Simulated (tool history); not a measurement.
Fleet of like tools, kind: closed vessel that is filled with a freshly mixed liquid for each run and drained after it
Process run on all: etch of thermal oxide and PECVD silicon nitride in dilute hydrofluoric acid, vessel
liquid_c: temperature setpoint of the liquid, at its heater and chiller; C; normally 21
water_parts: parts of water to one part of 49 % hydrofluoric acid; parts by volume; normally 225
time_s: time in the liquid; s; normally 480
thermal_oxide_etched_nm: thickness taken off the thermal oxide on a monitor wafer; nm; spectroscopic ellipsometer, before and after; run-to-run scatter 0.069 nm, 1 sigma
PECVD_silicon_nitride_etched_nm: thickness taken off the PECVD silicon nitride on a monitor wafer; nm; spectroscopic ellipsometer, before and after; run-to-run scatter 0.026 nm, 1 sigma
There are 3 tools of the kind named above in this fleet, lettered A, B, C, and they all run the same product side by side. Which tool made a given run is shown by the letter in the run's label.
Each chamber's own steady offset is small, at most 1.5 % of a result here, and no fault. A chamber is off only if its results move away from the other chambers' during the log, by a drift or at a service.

run	hour	liquid_c	water_parts	time_s	hours since the thermometer was replaced	hours since the hydrofluoric acid flow meter was replaced	read-back film thickness of the thermal oxide reference wafer, read on the same gauge (nm)	read-back film thickness of the PECVD silicon nitride reference wafer, read on the same gauge (nm)	thermal_oxide_etched_nm	PECVD_silicon_nitride_etched_nm
1A	7.4	21	225	480	135.0	673.7	29.978	50.014	7.6192	3.0406
2C	13.5	21	225	480	731.7	510.8	30.004	50.028	7.6276	2.9882
3B	18.6	21	225	480	1882.3	31.2	29.992	50.021	7.9452	3.0137
4C	28.3	21	225	480	746.5	525.6	30.009	49.974	7.7313	3.0516
5B	35.5	21	225	480	1899.2	48.1	30.010	49.965	7.9342	3.0352
6A	45.3	21	225	480	172.9	711.6	30.015	50.005	7.6636	3.0207
7A	52.3	21	225	480	179.9	718.6	30.014	49.963	7.6704	3.0665
8C	57.5	21	225	480	775.7	554.8	30.011	50.007	7.6866	3.0323
9B	65.5	21	225	480	1929.2	78.1	29.998	50.035	7.8020	3.0261
10C	76.4	21	225	480	794.6	573.7	30.016	49.983	7.7402	3.0183
11A	86.4	21	225	480	214.0	752.7	30.011	50.046	7.6628	3.0648
12B	93.9	21	270	480	1957.6	106.5	29.979	50.001	6.3170	2.5085
13B	100.2	21	270	480	1963.9	112.8	29.999	50.014	6.2344	2.5401
14C	111.3	21	270	480	829.5	608.6	29.998	50.000	6.0933	2.5085
15A	121.8	21	225	480	249.4	788.1	29.994	50.002	7.6992	3.0500
16A	129.1	21	225	480	256.7	795.4	30.009	50.014	7.6564	3.0537
17C	137.8	21	225	480	856.0	635.1	29.977	49.991	7.7230	3.0631
18B	145.2	21	225	480	2008.9	157.8	30.009	50.025	7.7355	3.0074
19A	150.6	21	225	480	278.2	816.9	30.012	49.980	7.6167	3.0757
20C	161.0	21	225	480	879.2	658.3	30.001	50.048	7.7129	3.0498
21B	170.8	21	225	480	2034.5	183.4	30.008	50.017	8.0646	3.0501
22B	179.6	21	225	480	2043.3	192.2	29.983	50.003	7.9225	3.0184
23C	190.4	21	225	480	908.6	687.7	30.003	50.002	7.9272	3.0627
24A	199.9	21	225	480	327.5	866.2	29.985	49.975	7.6749	3.0682
25C	206.4	21	225	480	924.6	703.7	29.966	49.995	7.8940	3.0989
26A	215.7	25	225	480	343.3	882.0	30.034	50.005	8.9060	3.8969
27B	224.9	25	225	480	2088.6	237.5	30.004	50.002	9.1659	3.8956
28B	231.9	25	225	480	2095.6	244.5	30.001	50.002	8.9653	3.9365
29C	240.3	21	165	215	958.5	737.6	29.986	49.989	5.2636	1.8671
30A	250.6	21	165	215	378.2	916.9	29.993	49.988	5.0418	1.8477
31B	259.6	21	165	215	2123.3	272.2	30.007	49.999	5.2495	1.8427
32A	266.7	21	225	480	394.3	933.0	30.005	49.985	7.6219	3.0369
33C	277.6	21	165	245	995.8	774.9	30.003	49.996	5.8905	2.1660

Each of the 3 chambers runs these same settings next. Fill in every chamber's results:
34A	285.8	21	225	480					?	?
34B	285.8	21	225	480					?	?
34C	285.8	21	225	480					?	?

run	thermal_oxide_etched_nm	PECVD_silicon_nitride_etched_nm
34A	7.6390	3.0721
34B	7.9318	3.0363
34C	8.1102	3.1531

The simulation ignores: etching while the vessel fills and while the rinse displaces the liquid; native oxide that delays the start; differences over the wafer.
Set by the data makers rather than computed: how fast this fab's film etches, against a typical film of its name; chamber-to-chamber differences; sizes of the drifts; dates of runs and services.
